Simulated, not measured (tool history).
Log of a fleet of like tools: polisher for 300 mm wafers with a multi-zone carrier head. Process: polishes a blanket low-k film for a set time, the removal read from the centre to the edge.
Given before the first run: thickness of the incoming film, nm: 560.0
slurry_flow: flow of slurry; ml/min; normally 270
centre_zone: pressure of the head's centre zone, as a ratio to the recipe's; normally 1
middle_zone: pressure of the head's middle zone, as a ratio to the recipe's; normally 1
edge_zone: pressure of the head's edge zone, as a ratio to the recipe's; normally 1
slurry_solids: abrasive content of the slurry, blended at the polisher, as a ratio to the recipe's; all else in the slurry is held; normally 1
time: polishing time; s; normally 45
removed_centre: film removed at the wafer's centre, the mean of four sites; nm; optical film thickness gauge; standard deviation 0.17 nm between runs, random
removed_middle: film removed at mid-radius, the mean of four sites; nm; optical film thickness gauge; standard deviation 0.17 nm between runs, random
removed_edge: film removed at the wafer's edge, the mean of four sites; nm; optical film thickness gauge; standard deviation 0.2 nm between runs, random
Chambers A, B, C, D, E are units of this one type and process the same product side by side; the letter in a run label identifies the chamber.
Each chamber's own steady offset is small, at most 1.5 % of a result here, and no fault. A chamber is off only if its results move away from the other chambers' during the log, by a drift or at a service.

run    day  slurry_flow  centre_zone  middle_zone  edge_zone  slurry_solids  time  removed_centre  removed_middle  removed_edge
 1D  0.146          270            1            1          1              1    45          22.558          22.975        22.646
 2A  0.283          270            1            1          1              1    45          23.075          22.415        22.853
 3B  0.462          270            1            1          1              1    45          22.913          23.367         23.06
 4E  0.583          270            1            1          1              1    45          22.859          22.459        22.554
 5C  0.696          270            1            1          1              1    45          22.778          22.503        22.631
     0.717  -- chamber C: worn pad replaced by a new one
 6B  0.862          270            1            1          1              1    45          23.252           23.08        23.354
 7A  1.004          270            1            1          1              1    45          22.928          22.691        22.775
 8D  1.146          270            1            1          1              1    45          22.635           22.52        22.411
 9C  1.242          270            1            1          1              1    45          22.804          22.606        22.862
10E  1.383          270            1            1          1              1    45           22.91          22.569        22.769
11B  1.521          270            1            1          1              1    45          22.762          23.108        23.238
     1.592  -- chamber E: worn pad replaced by a new one
12A   1.65          270            1            1          1              1    45          23.123          22.557        23.209
     1.746  -- chamber A: worn pad replaced by a new one
13C  1.758          270            1            1          1              1    45          22.838          22.683        22.826
14D   1.85          270            1            1          1              1    45          22.638          22.766        22.873
     1.862  -- chamber D: worn pad replaced by a new one
15E  2.012          270            1            1          1              1    45           22.87          22.459        22.756
      2.15  -- chamber B: worn pad replaced by a new one
16C  2.196          270            1            1          1              1    45          22.861          22.517        23.102
17B  2.317          320            1         0.95          1              1    45          23.449          22.253        23.359
18A  2.488          320            1         0.95          1              1    45          23.323          21.877        23.191
19E  2.667          320            1         0.95          1              1    45          23.146          21.859        22.977
20D  2.846          320            1         0.95          1              1    45          23.088          22.126        23.163
     2.996  -- chamber A: edge zone pressure recalibrated
21B  3.017          320            1         0.95          1              1    45          23.779          22.052        23.033
22C  3.179          270            1            1          1              1    45          22.899           22.52         22.45
23E  3.304          270            1            1          1              1    45          22.928          22.454        22.809
24A  3.458          270            1            1          1              1    45          22.755           22.94        22.246
25D  3.546          270            1            1          1              1    45          22.906          22.743        22.442
     3.596  -- chamber C: worn pad replaced by a new one
     3.617  -- chamber D: worn pad replaced by a new one
26D  3.717          270            1            1          1              1    45           22.87          23.024        22.617
27C  3.808          270            1            1          1              1    45          22.844          22.663        22.842
     3.846  -- chamber A: worn pad replaced by a new one
     3.846  -- chamber C: centre zone pressure recalibrated
28B  3.917          270            1            1          1              1    45          22.846           22.81        22.923
29E  4.071          270            1            1          1              1    45          22.796          22.713        22.623
     4.092  -- chamber E: worn pad replaced by a new one
30A  4.192          270            1            1          1              1    45          22.654           22.26        23.051
31B  4.367          270            1            1          1              1    45          22.877          23.149         22.75
32C  4.496          270            1            1          1              1    45          22.991          22.724        22.528
      4.55  -- chamber B: worn pad replaced by a new one
33E  4.675          270            1            1          1              1    45          22.789          22.756        22.873
34A  4.854          270            1            1          1              1    45          22.957          22.402        22.726
35D  4.992          270            1            1          1              1    45          23.032          22.691        22.742
36A  5.117          270            1            1          1              1    45          22.892          22.406        23.133
37D  5.221          270            1            1          1              1    45          22.737          22.701        22.744
38E  5.333          270            1            1          1              1    45          23.047          22.882        23.285
39C  5.429          270            1            1          1              1    45          22.588          22.634        23.395
40B  5.575          270            1            1       1.05              1    59          30.093          30.621        30.486

Has any chamber moved away from the others, gradually or after a service, or does the common gauge drift, or do the chambers differ only by their own small steady offsets? State the chamber and the most likely cause if one applies.

Beyond each chamber's small constant offset nothing stands out, and the gauge stays steady.
